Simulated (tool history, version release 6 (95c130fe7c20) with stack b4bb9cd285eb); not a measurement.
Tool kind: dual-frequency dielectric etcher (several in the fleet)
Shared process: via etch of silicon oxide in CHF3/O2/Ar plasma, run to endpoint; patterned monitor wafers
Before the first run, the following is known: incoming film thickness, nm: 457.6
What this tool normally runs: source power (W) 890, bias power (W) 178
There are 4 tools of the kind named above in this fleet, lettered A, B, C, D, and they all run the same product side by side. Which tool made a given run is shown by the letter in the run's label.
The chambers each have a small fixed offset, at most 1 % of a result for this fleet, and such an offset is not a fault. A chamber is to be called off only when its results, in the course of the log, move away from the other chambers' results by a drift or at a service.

run   hour  source power (W)  bias power (W)  hours since the last wet clean  hours since the last source power generator calibration  hours since the last bias power generator calibration  endpoint time (s)
 1D    8.1               890             178                            81.0                                                    637.6                                                 2968.5             202.86
 2A   14.7               890             178                           362.3                                                   3151.9                                                 1499.9             200.95
      26.8  -- chamber B: source power generator calibrated
      26.9  -- chamber B: wet clean of the chamber
 3C   27.0               890             178                           327.7                                                   1056.7                                                 1483.3             197.89
 4B   40.1               890             178                            13.2                                                     13.3                                                 3636.6             202.77
 5C   49.7               990             217                           350.4                                                   1079.4                                                 1506.0             179.09
 6D   60.4               990             217                           133.3                                                    689.9                                                 3020.8             178.22
 7A   72.4               990             217                           420.0                                                   3209.6                                                 1557.6             180.02
 8B   84.0               990             217                            57.1                                                     57.2                                                 3680.5             180.86
 9C   96.8               890             178                           397.5                                                   1126.5                                                 1553.1             199.70
10B  105.8               890             178                            78.9                                                     79.0                                                 3702.3             200.75
     107.8  -- chamber C: wet clean of the chamber
11D  114.5               890             178                           187.4                                                    744.0                                                 3074.9             199.92
12A  128.0               890             178                           475.6                                                   3265.2                                                 1613.2             199.96
13D  134.1               890             178                           207.0                                                    763.6                                                 3094.5             199.87
14C  145.3               890             212                            37.5                                                   1175.0                                                 1601.6             186.34
     152.3  -- chamber B: bias power generator calibrated
15B  156.0               890             212                           129.1                                                    129.2                                                    3.8             188.69
16A  162.4               890             212                           510.0                                                   3299.6                                                 1647.6             189.52
17A  168.9               890             212                           516.5                                                   3306.1                                                 1654.1             187.58
18D  177.5               760             147                           250.4                                                    807.0                                                 3137.9             220.92
19C  183.6               760             147                            75.8                                                   1213.3                                                 1639.9             225.65
     193.3  -- chamber A: wet clean of the chamber
20B  195.2               760             147                           168.3                                                    168.4                                                   43.0             226.10
21B  203.6               760             147                           176.7                                                    176.8                                                   51.4             225.74
22D  213.7               890             178                           286.6                                                    843.2                                                 3174.1             193.50
23A  226.5               890             178                            33.2                                                   3363.7                                                 1711.7             203.59
24C  239.5               890             178                           131.7                                                   1269.2                                                 1695.8             196.66
25A  247.3               890             178                            54.0                                                   3384.5                                                 1732.5             202.06
26D  259.5               890             178                           332.4                                                    889.0                                                 3219.9             190.30
27C  269.6               890             178                           161.8                                                   1299.3                                                 1725.9             197.42
28B  277.0              1070             145                           250.1                                                    250.2                                                  124.8             200.45
29B  289.5              1070             145                           262.6                                                    262.7                                                  137.3             198.51

Next, every chamber runs the same settings. What will each give?
30A  299.2              1000             178                                                                                                                                                                  ?
30B  299.2              1000             178                                                                                                                                                                  ?
30C  299.2              1000             178                                                                                                                                                                  ?
30D  299.2              1000             178                                                                                                                                                                  ?

run  endpoint time (s)
30A             194.55
30B             192.05
30C             188.41
30D             181.11
